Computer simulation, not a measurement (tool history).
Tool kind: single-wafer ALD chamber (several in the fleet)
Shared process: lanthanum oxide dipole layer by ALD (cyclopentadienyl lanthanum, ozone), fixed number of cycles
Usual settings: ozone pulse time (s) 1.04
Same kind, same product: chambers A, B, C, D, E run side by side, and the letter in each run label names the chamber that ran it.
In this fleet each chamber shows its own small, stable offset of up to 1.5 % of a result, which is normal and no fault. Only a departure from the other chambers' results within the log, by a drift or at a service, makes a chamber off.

| run | hour | ozone pulse time (s) | hours since the last thermocouple change | hours since the last ozone generator service | read-back reference wafer on the same gauge, thickness_nm | mean film thickness on the monitor wafer (nm) |
|---|---|---|---|---|---|---|
| 1B | 3.5 | 1.04 | 596.7 | 389.5 | 0.44471 | 0.5123 |
| 2A | 6.8 | 1.04 | 1533.9 | 27.7 | 0.44522 | 0.50136 |
| 3E | 11 | 1.04 | 675.1 | 692.3 | 0.44479 | 0.51493 |
| 4C | 18.2 | 1.04 | 841.7 | 76.6 | 0.4454 | 0.50433 |
| 5D | 24.9 | 1.04 | 1124.2 | 381.1 | 0.44511 | 0.5099 |
| 6E | 30.4 | 1.37 | 694.5 | 711.7 | 0.44518 | 0.54851 |
| 7D | 33.8 | 1.37 | 1133.1 | 390 | 0.44549 | 0.54923 |
| 8C | 38.2 | 1.37 | 861.7 | 96.6 | 0.44517 | 0.53921 |
| 9A | 43.6 | 1.37 | 1570.7 | 64.5 | 0.44496 | 0.53668 |
| 10B | 49.6 | 1.37 | 642.8 | 435.6 | 0.44489 | 0.54175 |
| 11E | 54.9 | 1.04 | 719 | 736.2 | 0.4452 | 0.51433 |
| 12C | 61.3 | 1.04 | 884.8 | 119.7 | 0.44481 | 0.50467 |
| 13D | 68.5 | 1.4 | 1167.8 | 424.7 | 0.445 | 0.551 |
| 14B | 74.8 | 1.4 | 668 | 460.8 | 0.44444 | 0.54998 |
| 15A | 81.3 | 1.4 | 1608.4 | 102.2 | 0.44529 | 0.53686 |
|  | 86.6 | chamber E: ozone generator serviced |
| 16D | 87.4 | 1.4 | 1186.7 | 443.6 | 0.44447 | 0.55114 |
| 17A | 94.6 | 1.4 | 1621.7 | 115.5 | 0.44487 | 0.53356 |
| 18C | 100.4 | 1.04 | 923.9 | 158.8 | 0.44538 | 0.50781 |
| 19E | 105.6 | 0.79 | 769.7 | 19 | 0.44504 | 0.47133 |
| 20B | 110.6 | 0.79 | 703.8 | 496.6 | 0.4451 | 0.45466 |
| 21A | 117.3 | 0.79 | 1644.4 | 138.2 | 0.4451 | 0.45525 |
| 22B | 123 | 0.79 | 716.2 | 509 | 0.44474 | 0.44763 |
| 23E | 130.1 | 0.79 | 794.2 | 43.5 | 0.44514 | 0.46584 |
| 24C | 134 | 1.04 | 957.5 | 192.4 | 0.4449 | 0.50828 |
| 25D | 137.6 | 0.77 | 1236.9 | 493.8 | 0.4445 | 0.46387 |
| 26C | 141.6 | 0.77 | 965.1 | 200 | 0.44469 | 0.45258 |
| 27E | 145.8 | 0.77 | 809.9 | 59.2 | 0.44477 | 0.46235 |
| 28D | 151.7 | 0.77 | 1251 | 507.9 | 0.44507 | 0.46246 |
| 29B | 158.7 | 0.77 | 751.9 | 544.7 | 0.44531 | 0.43817 |
| 30A | 163.8 | 1.04 | 1690.9 | 184.7 | 0.44541 | 0.49687 |
| 31C | 168.2 | 1.04 | 991.7 | 226.6 | 0.44484 | 0.50292 |
| 32D | 172.8 | 1.04 | 1272.1 | 529 | 0.44549 | 0.51139 |
| 33E | 179.8 | 1.04 | 843.9 | 93.2 | 0.44471 | 0.51127 |
| 34A | 183.9 | 1.04 | 1711 | 204.8 | 0.4448 | 0.49648 |
| 35B | 187.9 | 1.04 | 781.1 | 573.9 | 0.44491 | 0.48761 |
| 36A | 194.1 | 0.72 | 1721.2 | 215 | 0.44491 | 0.43401 |
| 37E | 200 | 0.72 | 864.1 | 113.4 | 0.44505 | 0.44602 |

Which is it: a chamber that has drifted or been left off by a service, a gauge drift common to all chambers, or only each chamber's usual small offset? If a chamber is off, name it and its likeliest cause.

One chamber, B, drifts off from the rest bit by bit.
What lies behind it: ozone dose below that of a generator just serviced (%) = 13.4.

Chamber B could run next with any of the 4 candidate recipes listed below; each alters the usual settings, and their results appear as question marks. Which one brings its results back in line with what the other chambers deliver on the usual settings?
In line means no further than this from the other chambers' mean on the usual settings: mean film thickness on the monitor wafer (nm) 0.0087
| 38B-1 | 205.3 | 1.17 |  |  |  | ? |
| 38B-2 | 205.3 | 1 |  |  |  | ? |
| 38B-3 | 205.3 | 0.91 |  |  |  | ? |
| 38B-4 | 205.3 | 1.08 |  |  |  | ? |

Average result of the remaining chambers running the usual settings: mean film thickness on the monitor wafer (nm) 0.50721
| run | mean film thickness on the monitor wafer (nm) |
|---|---|
| 38B-1 | 0.50464 |
| 38B-2 | 0.47822 |
| 38B-3 | 0.46072 |
| 38B-4 | 0.49163 |
Change 38B-1 lands the chamber within the allowed miss of the other chambers.
